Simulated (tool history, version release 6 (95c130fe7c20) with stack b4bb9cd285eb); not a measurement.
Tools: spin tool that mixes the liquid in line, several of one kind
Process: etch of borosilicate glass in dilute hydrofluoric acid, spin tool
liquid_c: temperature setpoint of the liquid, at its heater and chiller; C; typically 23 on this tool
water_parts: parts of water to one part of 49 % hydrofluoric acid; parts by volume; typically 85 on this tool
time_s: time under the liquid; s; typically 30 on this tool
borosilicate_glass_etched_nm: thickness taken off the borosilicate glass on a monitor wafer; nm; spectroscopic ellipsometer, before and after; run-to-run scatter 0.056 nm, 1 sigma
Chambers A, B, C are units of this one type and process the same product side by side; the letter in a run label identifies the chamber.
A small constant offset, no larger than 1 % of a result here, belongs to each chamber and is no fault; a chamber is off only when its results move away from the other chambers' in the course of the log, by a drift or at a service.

run,hour,liquid_c,water_parts,time_s,hours since the thermometer was replaced,hours since the hydrofluoric acid flow meter was replaced,"read-back film thickness of the borosilicate glass reference wafer, read on the same gauge (nm)",borosilicate_glass_etched_nm
1B,6,23,85,30,961.6,1071.3,39.987,8.5424
2A,12.1,23,85,30,981.3,1331,39.964,8.525
3C,16.3,23,85,30,322.9,1141.6,40.024,8.5415
4C,20.9,23,85,30,327.5,1146.2,39.999,8.6482
5A,25.8,23,85,30,995,1344.7,39.996,8.5073
6B,32.1,23,70,30,987.7,1097.4,39.968,10.683
7B,37.5,23,70,30,993.1,1102.8,39.975,10.75
8A,41.6,23,70,30,1010.8,1360.5,39.974,10.44
9C,48.3,23,85,30,354.9,1173.6,39.986,8.487
10B,55.8,23,85,30,1011.4,1121.1,39.982,8.5522
11A,62.9,23,85,30,1032.1,1381.8,39.996,8.5249
12C,69,23,85,30,375.6,1194.3,40.01,8.4591
13C,77.1,20,85,30,383.7,1202.4,40.003,7.5341
14B,83.2,20,85,30,1038.8,1148.5,39.983,7.6148
15A,89.4,20,85,30,1058.6,1408.3,40.032,7.6702
16C,94.8,23,85,30,401.4,1220.1,40.032,8.6161
17A,102.2,23,85,30,1071.4,1421.1,39.946,8.7673
18B,106.3,23,85,30,1061.9,1171.6,40.01,8.511
19C,114.4,23,85,30,421,1239.7,40.029,8.4611
20A,119,23,85,30,1088.2,1437.9,39.945,8.7549
21B,125.7,23,85,30,1081.3,1191,39.981,8.6597
22B,130.4,23,85,30,1086,1195.7,40.026,8.5636
23C,134.3,23,85,30,440.9,1259.6,40.003,8.5196
24A,141.5,23,85,30,1110.7,1460.4,40.026,8.9514
25A,147.5,23,85,30,1116.7,1466.4,39.989,8.8272
26B,151.1,23,85,30,1106.7,1216.4,39.992,8.6313
27C,156.9,23,85,30,463.5,1282.2,39.992,8.463
28B,164,23,85,30,1119.6,1229.3,40.011,8.6435
29C,169.5,23,85,30,476.1,1294.8,39.97,8.6077
30A,173.2,23,85,30,1142.4,1492.1,39.991,9.0117
31B,179.1,23,85,30,1134.7,1244.4,39.997,8.5638
32C,186.8,23,60,30,493.4,1312.1,39.973,12.391
33A,192.3,23,60,30,1161.5,1511.2,40.027,13.131
34B,199.6,23,60,30,1155.2,1264.9,40.02,12.471
35C,205,23,85,30,511.6,1330.3,39.988,8.491
36A,211.9,23,85,30,1181.1,1530.8,39.968,9.196
37A,217.2,23,85,30,1186.4,1536.1,39.99,9.1078
38B,225,23,85,30,1180.6,1290.3,39.993,8.5707
39C,230.3,23,85,30,536.9,1355.6,39.951,8.5747
40B,235.8,23,85,30,1191.4,1301.1,39.993,8.5747
41C,241.3,23,85,30,547.9,1366.6,40.025,8.5369
42A,246.9,23,85,30,1216.1,1565.8,40.044,9.2216
43A,252.7,23,85,30,1221.9,1571.6,39.997,9.2899
44C,258.5,23,85,30,565.1,1383.8,39.98,8.5192

All chambers now run identical settings, listed one chamber a line with results as question marks. What results will each chamber show?
45A,264.3,23,85,30,,,,?
45B,264.3,23,85,30,,,,?
45C,264.3,23,85,30,,,,?

run,borosilicate_glass_etched_nm
45A,9.4736
45B,8.5702
45C,8.5194

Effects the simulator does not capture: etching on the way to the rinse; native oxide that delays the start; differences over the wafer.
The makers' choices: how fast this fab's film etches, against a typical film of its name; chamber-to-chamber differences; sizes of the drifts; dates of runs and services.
